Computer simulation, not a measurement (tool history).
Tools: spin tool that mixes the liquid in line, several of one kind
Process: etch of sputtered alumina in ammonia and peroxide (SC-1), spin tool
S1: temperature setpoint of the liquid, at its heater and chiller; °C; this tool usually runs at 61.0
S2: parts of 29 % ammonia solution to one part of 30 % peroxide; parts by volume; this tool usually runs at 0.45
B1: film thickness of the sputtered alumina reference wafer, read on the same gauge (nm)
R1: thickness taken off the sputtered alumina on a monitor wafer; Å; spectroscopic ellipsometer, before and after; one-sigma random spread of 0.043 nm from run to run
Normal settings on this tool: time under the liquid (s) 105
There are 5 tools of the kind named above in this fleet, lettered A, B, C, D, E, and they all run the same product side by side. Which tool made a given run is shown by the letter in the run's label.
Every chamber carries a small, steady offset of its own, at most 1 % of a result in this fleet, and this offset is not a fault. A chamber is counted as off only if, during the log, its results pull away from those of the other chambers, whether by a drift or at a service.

Run 1E, hour 9.4: usual settings; B1 70.019. Result: R1 123.50 Å.
Run 2D, hour 17.1: usual settings; B1 70.007. Result: R1 123.80 Å.
Run 3B, hour 23.0: usual settings; B1 70.001. Result: R1 124.73 Å.
Run 4A, hour 27.6: usual settings; B1 70.004. Result: R1 123.59 Å.
At hour 32.2: chamber E: heated supply line repaired.
Run 5C, hour 36.4: usual settings; B1 69.995. Result: R1 123.80 Å.
Run 6B, hour 45.4: usual settings; B1 70.013. Result: R1 124.43 Å.
Run 7D, hour 52.7: usual settings; B1 69.982. Result: R1 123.84 Å.
Run 8A, hour 58.8: usual settings; B1 70.022. Result: R1 124.29 Å.
Run 9E, hour 64.9: usual settings; B1 69.999. Result: R1 123.65 Å.
Run 10C, hour 70.4: usual settings; B1 70.013. Result: R1 123.92 Å.
Run 11E, hour 77.6: usual settings; B1 69.995. Result: R1 123.75 Å.
Run 12B, hour 82.8: usual settings; B1 70.021. Result: R1 124.25 Å.
Run 13A, hour 87.9: usual settings; B1 70.004. Result: R1 122.57 Å.
Run 14C, hour 96.6: usual settings; B1 70.006. Result: R1 124.56 Å.
At hour 99.6: chamber C: new drum of ammonia solution connected.
Run 15D, hour 100.7: usual settings; B1 69.990. Result: R1 124.23 Å.
Run 16B, hour 105.5: usual settings; B1 70.018. Result: R1 124.25 Å.
Run 17C, hour 113.6: usual settings; B1 69.997. Result: R1 124.47 Å.
Run 18A, hour 120.0: usual settings; B1 69.989. Result: R1 123.41 Å.
Run 19E, hour 124.0: usual settings; B1 70.021. Result: R1 123.11 Å.
Run 20D, hour 130.4: usual settings; B1 70.014. Result: R1 124.59 Å.
Run 21A, hour 135.9: usual settings; B1 70.017. Result: R1 124.24 Å.
Run 22D, hour 141.2: usual settings; B1 70.004. Result: R1 124.34 Å.
Run 23B, hour 145.7: usual settings; B1 70.008. Result: R1 124.64 Å.
At hour 150.8: chamber B: thermometer replaced.
Run 24C, hour 152.1: usual settings; B1 69.993. Result: R1 123.41 Å.
Run 25E, hour 160.4: usual settings; B1 70.005. Result: R1 123.35 Å.
Run 26B, hour 165.2: usual settings; B1 70.006. Result: R1 124.84 Å.
At hour 169.3: chamber D: new drum of ammonia solution connected.
Run 27E, hour 173.9: usual settings but S1 67.5 °C, time under the liquid (s) 130; B1 69.999. Result: R1 210.37 Å.
Run 28C, hour 178.6: usual settings but S1 67.5 °C, time under the liquid (s) 130; B1 69.979. Result: R1 212.46 Å.
Run 29D, hour 183.6: usual settings but S1 67.5 °C, time under the liquid (s) 130; B1 69.995. Result: R1 212.00 Å.
Run 30A, hour 191.8: usual settings but S1 67.5 °C, time under the liquid (s) 130; B1 69.997. Result: R1 212.76 Å.
At hour 192.5: chamber E: new drum of ammonia solution connected.
Run 31A, hour 197.9: usual settings but S1 67.5 °C, time under the liquid (s) 130; B1 69.994. Result: R1 213.21 Å.
Run 32B, hour 204.1: usual settings but S1 57.0 °C; B1 69.975. Result: R1 101.09 Å.
Run 33E, hour 210.8: usual settings but S1 57.0 °C; B1 70.000. Result: R1 100.93 Å.
Run 34D, hour 215.8: usual settings but S1 57.0 °C; B1 70.013. Result: R1 101.90 Å.
Run 35C, hour 222.0: usual settings but S1 57.0 °C; B1 69.989. Result: R1 100.13 Å.
Run 36E, hour 226.4: usual settings but S1 57.0 °C; B1 69.984. Result: R1 100.81 Å.
Run 37C, hour 233.7: usual settings; B1 69.983. Result: R1 124.08 Å.

Has any chamber moved away from the others, gradually or after a service, or does the common gauge drift, or do the chambers differ only by their own small steady offsets? State the chamber and the most likely cause if one applies.

Beyond each chamber's small constant offset nothing stands out, and the gauge stays steady.
